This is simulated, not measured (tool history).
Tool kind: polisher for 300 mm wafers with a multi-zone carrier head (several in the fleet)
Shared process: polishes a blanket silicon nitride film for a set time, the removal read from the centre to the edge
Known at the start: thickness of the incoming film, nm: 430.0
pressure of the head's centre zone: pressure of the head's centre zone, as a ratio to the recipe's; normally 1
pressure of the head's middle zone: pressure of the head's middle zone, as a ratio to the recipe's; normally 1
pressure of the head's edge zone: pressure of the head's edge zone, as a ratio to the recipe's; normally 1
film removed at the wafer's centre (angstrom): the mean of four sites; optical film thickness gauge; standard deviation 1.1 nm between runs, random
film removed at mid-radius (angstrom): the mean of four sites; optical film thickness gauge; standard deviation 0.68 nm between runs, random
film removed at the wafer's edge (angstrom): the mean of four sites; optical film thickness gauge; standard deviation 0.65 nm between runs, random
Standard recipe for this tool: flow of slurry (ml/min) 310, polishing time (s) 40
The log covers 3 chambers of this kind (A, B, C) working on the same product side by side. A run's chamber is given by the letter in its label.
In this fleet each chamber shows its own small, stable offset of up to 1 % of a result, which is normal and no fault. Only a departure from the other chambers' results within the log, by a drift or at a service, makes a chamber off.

run	hour	flow of slurry (ml/min)	pressure of the head's centre zone	pressure of the head's middle zone	pressure of the head's edge zone	polishing time (s)	wafers polished on this pad	hours since the slurry nozzle was cleaned	hours since the centre zone pressure was calibrated	hours since the edge zone pressure was calibrated	film removed at the wafer's centre (angstrom)	film removed at mid-radius (angstrom)	film removed at the wafer's edge (angstrom)
1B	9.5	310	1	1	1	40	354	454.6	244.1	460.5	894.88	877.95	865.3
# hour 14.2: chamber A: worn pad replaced by a new one
2A	18.8	310	1	1	1	40	61	975.5	823.1	1194.9	881.33	860.79	882.91
3C	28.4	310	1	1	1	40	450	195.9	839.9	322.5	872.93	878.92	870.9
4B	39.6	310	1	1	1	40	751	484.7	274.2	490.6	875.72	878.5	877.49
# hour 41: chamber B: worn pad replaced by a new one
5A	48.6	310	1	0.92	1	40	454	1005.3	852.9	1224.7	883.46	808.11	880.09
# hour 55.3: chamber C: centre zone pressure recalibrated
# hour 58.6: chamber A: slurry nozzle cleaned
6C	62.6	310	1	0.92	1	40	901	230.1	7.4	356.7	875.27	818.46	893.78
# hour 70.5: chamber A: edge zone pressure recalibrated
# hour 73.9: chamber A: centre zone pressure recalibrated
7A	74.5	310	1	0.92	1	40	796	15.9	0.7	4.1	781.31	801.19	902.44
8B	81.5	310	1	1	1	29	535	526.6	316.1	532.5	633.57	634.87	637.14
# hour 93.3: chamber A: worn pad replaced by a new one
9C	94.8	310	1	1	1	29	1327	262.3	39.6	388.9	648.49	632.08	636.07
10C	105	310	1	1	1	29	1461	272.5	49.8	399.1	647.22	639.31	644.34
# hour 109.9: chamber B: worn pad replaced by a new one
11B	115.8	310	1	1	1	40	78	560.9	350.4	566.8	875.8	873.14	877.76
# hour 117.6: chamber C: worn pad replaced by a new one
12A	122.9	310	1	1	1	40	392	64.3	49.1	52.5	785.48	880.09	895.42
13C	132.7	310	1	1	1	40	200	300.2	77.5	426.8	884.89	869.53	880.32
14A	140.9	310	1	1	1	40	629	82.3	67.1	70.5	779.69	864.31	890.64
15B	149.8	310	1	1	1	40	527	594.9	384.4	600.8	877.74	882.96	872.18
# hour 150.1: chamber C: slurry nozzle cleaned
16A	156.9	310	1	1	1	40	841	98.3	83.1	86.5	779.79	864.84	884.63
17B	164.4	310	1.11	1	1.11	40	720	609.5	399	615.4	974.99	875.33	915.13
# hour 176: chamber B: worn pad replaced by a new one
18C	178.2	310	1.11	1	1.11	40	801	28.2	123	472.3	1011	873.77	932.97
19A	184.6	310	1.11	1	1.11	40	1206	126	110.8	114.2	903.05	867.99	937.93
20B	198.8	310	1	1	1	40	301	643.9	433.4	649.8	887.02	871.26	888.68
21C	211.7	310	1	1	1	40	1243	61.7	156.5	505.8	867.25	889.55	875.56
22C	220.3	310	1	1	1	40	1357	70.3	165.1	514.4	879.02	877.42	881.49

The same settings go to every chamber for the next run, one line per chamber below. Forecast the results for each:
23A	230.6	310	1	1	1	48					?	?	?
23B	230.6	310	1	1	1	48					?	?	?
23C	230.6	310	1	1	1	48					?	?	?

run	film removed at the wafer's centre (angstrom)	film removed at mid-radius (angstrom)	film removed at the wafer's edge (angstrom)
23A	951.36	1041.5	1063.4
23B	1047.1	1058.7	1051.5
23C	1044.8	1042.6	1048.7

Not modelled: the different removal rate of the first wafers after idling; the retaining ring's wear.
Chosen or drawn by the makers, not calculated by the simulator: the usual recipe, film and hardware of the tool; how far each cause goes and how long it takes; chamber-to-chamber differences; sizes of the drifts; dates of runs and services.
